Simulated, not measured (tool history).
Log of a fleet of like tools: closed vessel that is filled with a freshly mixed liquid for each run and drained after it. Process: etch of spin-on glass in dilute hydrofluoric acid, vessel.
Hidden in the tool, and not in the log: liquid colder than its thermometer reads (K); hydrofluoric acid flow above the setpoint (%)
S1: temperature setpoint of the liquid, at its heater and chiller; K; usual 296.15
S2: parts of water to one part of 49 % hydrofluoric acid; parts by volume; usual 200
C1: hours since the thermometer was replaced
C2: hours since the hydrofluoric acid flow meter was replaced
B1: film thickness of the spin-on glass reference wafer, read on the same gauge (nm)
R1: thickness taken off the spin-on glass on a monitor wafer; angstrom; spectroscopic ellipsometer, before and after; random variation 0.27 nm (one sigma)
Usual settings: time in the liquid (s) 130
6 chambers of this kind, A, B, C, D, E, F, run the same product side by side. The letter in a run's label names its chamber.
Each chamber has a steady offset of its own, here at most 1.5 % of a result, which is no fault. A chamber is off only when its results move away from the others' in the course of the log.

Run 1F, hour 6.1: usual settings; C1 2115.3; C2 525.4; B1 129.96. Result: R1 346.91 angstrom.
Run 2B, hour 14.8: usual settings; C1 128.7; C2 841.5; B1 130.02. Result: R1 349.27 angstrom.
Run 3A, hour 23.2: usual settings; C1 1067.4; C2 570.5; B1 130.04. Result: R1 355.94 angstrom.
Run 4C, hour 32.4: usual settings; C1 383.8; C2 534.1; B1 129.99. Result: R1 351.76 angstrom.
At hour 39.2: chamber D: thermometer replaced.
Run 5E, hour 39.6: usual settings; C1 281.6; C2 1534.2; B1 130. Result: R1 348.19 angstrom.
Run 6D, hour 46.9: usual settings but time in the liquid (s) 60; C1 7.7; C2 907.6; B1 130.02. Result: R1 161.46 angstrom.
Run 7D, hour 56.4: usual settings but time in the liquid (s) 60; C1 17.2; C2 917.1; B1 129.95. Result: R1 162.16 angstrom.
Run 8A, hour 64.2: usual settings but time in the liquid (s) 60; C1 1108.4; C2 611.5; B1 130. Result: R1 161.79 angstrom.
Run 9B, hour 71.9: usual settings but time in the liquid (s) 60; C1 185.8; C2 898.6; B1 130.03. Result: R1 159.03 angstrom.
Run 10E, hour 77.8: usual settings but time in the liquid (s) 60; C1 319.8; C2 1572.4; B1 130. Result: R1 162.38 angstrom.
Run 11F, hour 83.2: usual settings but time in the liquid (s) 60; C1 2192.4; C2 602.5; B1 130.01. Result: R1 160.79 angstrom.
Run 12C, hour 87.9: usual settings; C1 439.3; C2 589.6; B1 130. Result: R1 349 angstrom.
Run 13C, hour 93.8: usual settings; C1 445.2; C2 595.5; B1 129.99. Result: R1 353.23 angstrom.
Run 14D, hour 100.5: usual settings; C1 61.3; C2 961.2; B1 130. Result: R1 348.26 angstrom.
Run 15E, hour 108.3: usual settings but S1 293.65 K, S2 240 parts by volume; C1 350.3; C2 1602.9; B1 130.02. Result: R1 256.22 angstrom.
Run 16F, hour 112.8: usual settings but S1 293.65 K, S2 240 parts by volume; C1 2222; C2 632.1; B1 129.96. Result: R1 256.91 angstrom.
Run 17A, hour 117.4: usual settings but S1 293.65 K, S2 240 parts by volume; C1 1161.6; C2 664.7; B1 129.99. Result: R1 256.52 angstrom.
Run 18B, hour 121.8: usual settings but S1 293.65 K, S2 240 parts by volume; C1 235.7; C2 948.5; B1 130.01. Result: R1 253.34 angstrom.
Run 19D, hour 126.9: usual settings but S1 293.65 K, S2 240 parts by volume; C1 87.7; C2 987.6; B1 129.99. Result: R1 255.47 angstrom.
Run 20B, hour 132.2: usual settings but S1 293.65 K, S2 240 parts by volume; C1 246.1; C2 958.9; B1 129.98. Result: R1 253.87 angstrom.
Run 21F, hour 136.8: usual settings; C1 2246; C2 656.1; B1 130.04. Result: R1 354.69 angstrom.
Run 22A, hour 142.9: usual settings; C1 1187.1; C2 690.2; B1 129.95. Result: R1 350.9 angstrom.
Run 23E, hour 148.4: usual settings; C1 390.4; C2 1643; B1 130.02. Result: R1 348.62 angstrom.
Run 24C, hour 155.5: usual settings but time in the liquid (s) 55; C1 506.9; C2 657.2; B1 129.99. Result: R1 147.7 angstrom.
Run 25A, hour 161.7: usual settings but time in the liquid (s) 55; C1 1205.9; C2 709; B1 130.02. Result: R1 149.19 angstrom.
Run 26B, hour 166.2: usual settings but time in the liquid (s) 55; C1 280.1; C2 992.9; B1 130. Result: R1 145.89 angstrom.
Run 27C, hour 171.5: usual settings but time in the liquid (s) 55; C1 522.9; C2 673.2; B1 130.03. Result: R1 148.6 angstrom.
Run 28D, hour 177.8: usual settings but time in the liquid (s) 55; C1 138.6; C2 1038.5; B1 130.02. Result: R1 146.55 angstrom.
Run 29F, hour 184.2: usual settings but time in the liquid (s) 55; C1 2293.4; C2 703.5; B1 130.02. Result: R1 152.59 angstrom.
Run 30E, hour 192.2: usual settings; C1 434.2; C2 1686.8; B1 129.98. Result: R1 352.59 angstrom.
Run 31E, hour 201.3: usual settings; C1 443.3; C2 1695.9; B1 129.98. Result: R1 347.61 angstrom.
At hour 209: chamber F: thermometer replaced.
Run 32F, hour 209.5: usual settings; C1 0.6; C2 728.8; B1 130. Result: R1 374.99 angstrom.
Run 33C, hour 213.7: usual settings; C1 565.1; C2 715.4; B1 129.95. Result: R1 352.44 angstrom.
Run 34A, hour 220.9: usual settings; C1 1265.1; C2 768.2; B1 130.01. Result: R1 350.84 angstrom.
Run 35D, hour 229.6: usual settings; C1 190.4; C2 1090.3; B1 130.01. Result: R1 352.72 angstrom.
Run 36B, hour 237.7: usual settings; C1 351.6; C2 1064.4; B1 130.01. Result: R1 348.75 angstrom.
Run 37E, hour 245.6: usual settings; C1 487.6; C2 1740.2; B1 130.06. Result: R1 348.44 angstrom.
Run 38F, hour 250.2: usual settings; C1 41.3; C2 769.5; B1 129.98. Result: R1 381.38 angstrom.
Run 39A, hour 255: usual settings; C1 1299.2; C2 802.3; B1 130. Result: R1 348.55 angstrom.

Is one chamber off against the others, does the gauge drift, or is nothing wrong? If a chamber is off, say which, and what the likeliest cause is.

Chamber F drifts away from the others.
Cause: hydrofluoric acid flow above the setpoint (%) = 8.2.

Here are 4 candidates for chamber F's next run, each the usual settings with a change, their results left as question marks. Which one brings its results back in line with what the others give on the usual settings?
In line means no further than this from the other chambers' mean on the usual settings: R1 9.4 angstrom
Run 40F-1, hour 261.9: usual settings but S2 210 parts by volume, time in the liquid (s) 120. Result: R1 ?.
Run 40F-2, hour 261.9: usual settings but S2 215 parts by volume. Result: R1 ?.
Run 40F-3, hour 261.9: usual settings but S2 190 parts by volume, time in the liquid (s) 140. Result: R1 ?.
Run 40F-4, hour 261.9: usual settings but S1 298.65 K. Result: R1 ?.

The other chambers' mean on the usual settings: R1 349.82 angstrom
  run      R1
40F-1  332.76
40F-2  350.26
40F-3  438.47
40F-4  419.91
40F-2 brings the chamber back in line.
